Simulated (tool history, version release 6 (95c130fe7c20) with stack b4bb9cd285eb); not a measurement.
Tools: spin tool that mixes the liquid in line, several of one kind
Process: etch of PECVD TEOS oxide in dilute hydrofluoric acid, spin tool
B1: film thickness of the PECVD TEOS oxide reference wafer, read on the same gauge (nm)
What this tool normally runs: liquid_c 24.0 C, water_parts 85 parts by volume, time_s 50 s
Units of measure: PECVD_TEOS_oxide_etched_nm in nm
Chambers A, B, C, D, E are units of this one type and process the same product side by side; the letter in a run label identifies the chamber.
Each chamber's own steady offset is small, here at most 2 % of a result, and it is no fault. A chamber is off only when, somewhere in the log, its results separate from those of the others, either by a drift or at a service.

Run 1B, hour 7.1: usual settings; B1 120.00. Result: PECVD_TEOS_oxide_etched_nm 6.7230 nm.
Run 2A, hour 20.6: usual settings; B1 120.02. Result: PECVD_TEOS_oxide_etched_nm 6.7237 nm.
Run 3E, hour 32.0: usual settings; B1 120.00. Result: PECVD_TEOS_oxide_etched_nm 6.6343 nm.
Run 4D, hour 44.0: usual settings; B1 120.02. Result: PECVD_TEOS_oxide_etched_nm 6.8109 nm.
Run 5C, hour 51.2: usual settings; B1 119.99. Result: PECVD_TEOS_oxide_etched_nm 6.7153 nm.
Run 6D, hour 57.8: usual settings but water_parts 65 parts by volume; B1 120.00. Result: PECVD_TEOS_oxide_etched_nm 9.0423 nm.
Run 7C, hour 71.6: usual settings but water_parts 65 parts by volume; B1 119.97. Result: PECVD_TEOS_oxide_etched_nm 8.8641 nm.
Run 8E, hour 85.5: usual settings but water_parts 65 parts by volume; B1 119.96. Result: PECVD_TEOS_oxide_etched_nm 8.8046 nm.
Run 9A, hour 98.4: usual settings but water_parts 65 parts by volume; B1 119.99. Result: PECVD_TEOS_oxide_etched_nm 8.9402 nm.
At hour 109.3: chamber B: hydrofluoric acid flow meter replaced.
Run 10B, hour 109.7: usual settings but water_parts 65 parts by volume; B1 119.99. Result: PECVD_TEOS_oxide_etched_nm 9.0269 nm.
Run 11E, hour 123.8: usual settings; B1 120.00. Result: PECVD_TEOS_oxide_etched_nm 6.5331 nm.
Run 12A, hour 134.1: usual settings; B1 120.03. Result: PECVD_TEOS_oxide_etched_nm 6.6130 nm.
Run 13D, hour 141.1: usual settings; B1 119.99. Result: PECVD_TEOS_oxide_etched_nm 6.7360 nm.
Run 14B, hour 148.8: usual settings but liquid_c 22.5 C, water_parts 120 parts by volume; B1 119.99. Result: PECVD_TEOS_oxide_etched_nm 4.2600 nm.
Run 15C, hour 159.6: usual settings but liquid_c 22.5 C, water_parts 120 parts by volume; B1 119.97. Result: PECVD_TEOS_oxide_etched_nm 4.2234 nm.
Run 16D, hour 168.7: usual settings but liquid_c 22.5 C, water_parts 120 parts by volume; B1 120.00. Result: PECVD_TEOS_oxide_etched_nm 4.3079 nm.
Run 17A, hour 182.5: usual settings but liquid_c 22.5 C, water_parts 120 parts by volume; B1 120.00. Result: PECVD_TEOS_oxide_etched_nm 4.2575 nm.
Run 18E, hour 194.3: usual settings but liquid_c 22.5 C, water_parts 120 parts by volume; B1 120.00. Result: PECVD_TEOS_oxide_etched_nm 4.1913 nm.
Run 19B, hour 203.4: usual settings; B1 120.03. Result: PECVD_TEOS_oxide_etched_nm 6.7210 nm.
Run 20C, hour 215.4: usual settings; B1 120.02. Result: PECVD_TEOS_oxide_etched_nm 6.5932 nm.
Run 21B, hour 229.1: usual settings; B1 119.97. Result: PECVD_TEOS_oxide_etched_nm 6.7019 nm.
Run 22E, hour 236.2: usual settings; B1 120.02. Result: PECVD_TEOS_oxide_etched_nm 6.5598 nm.
At hour 246.7: chamber A: hydrofluoric acid flow meter replaced.
Run 23D, hour 248.9: usual settings; B1 119.98. Result: PECVD_TEOS_oxide_etched_nm 6.7700 nm.
At hour 249.7: chamber E: thermometer replaced.
Run 24C, hour 257.5: usual settings; B1 120.01. Result: PECVD_TEOS_oxide_etched_nm 6.5348 nm.
Run 25A, hour 265.3: usual settings; B1 120.01. Result: PECVD_TEOS_oxide_etched_nm 6.6215 nm.
Run 26C, hour 272.5: usual settings; B1 120.00. Result: PECVD_TEOS_oxide_etched_nm 6.4685 nm.
Run 27E, hour 283.8: usual settings; B1 120.02. Result: PECVD_TEOS_oxide_etched_nm 6.5825 nm.
Run 28D, hour 292.4: usual settings; B1 119.98. Result: PECVD_TEOS_oxide_etched_nm 6.8023 nm.
Run 29A, hour 305.2: usual settings; B1 119.95. Result: PECVD_TEOS_oxide_etched_nm 6.6918 nm.
Run 30B, hour 319.2: usual settings; B1 119.99. Result: PECVD_TEOS_oxide_etched_nm 6.7012 nm.
At hour 323.7: chamber D: thermometer replaced.
Run 31C, hour 333.0: usual settings but water_parts 115 parts by volume; B1 119.99. Result: PECVD_TEOS_oxide_etched_nm 4.4904 nm.
Run 32B, hour 345.8: usual settings but water_parts 115 parts by volume; B1 120.01. Result: PECVD_TEOS_oxide_etched_nm 4.7696 nm.
Run 33D, hour 358.4: usual settings but water_parts 115 parts by volume; B1 120.01. Result: PECVD_TEOS_oxide_etched_nm 4.7615 nm.
Run 34A, hour 364.8: usual settings but water_parts 115 parts by volume; B1 120.03. Result: PECVD_TEOS_oxide_etched_nm 4.7763 nm.
Run 35E, hour 374.5: usual settings but water_parts 115 parts by volume; B1 120.01. Result: PECVD_TEOS_oxide_etched_nm 4.6537 nm.

Each of the 5 chambers runs these same settings next. Fill in every chamber's results:
Run 36A, hour 384.9: usual settings. Result: PECVD_TEOS_oxide_etched_nm ?.
Run 36B, hour 384.9: usual settings. Result: PECVD_TEOS_oxide_etched_nm ?.
Run 36C, hour 384.9: usual settings. Result: PECVD_TEOS_oxide_etched_nm ?.
Run 36D, hour 384.9: usual settings. Result: PECVD_TEOS_oxide_etched_nm ?.
Run 36E, hour 384.9: usual settings. Result: PECVD_TEOS_oxide_etched_nm ?.

run  PECVD_TEOS_oxide_etched_nm
36A                      6.6984
36B                      6.7834
36C                      6.3261
36D                      6.7122
36E                      6.4900

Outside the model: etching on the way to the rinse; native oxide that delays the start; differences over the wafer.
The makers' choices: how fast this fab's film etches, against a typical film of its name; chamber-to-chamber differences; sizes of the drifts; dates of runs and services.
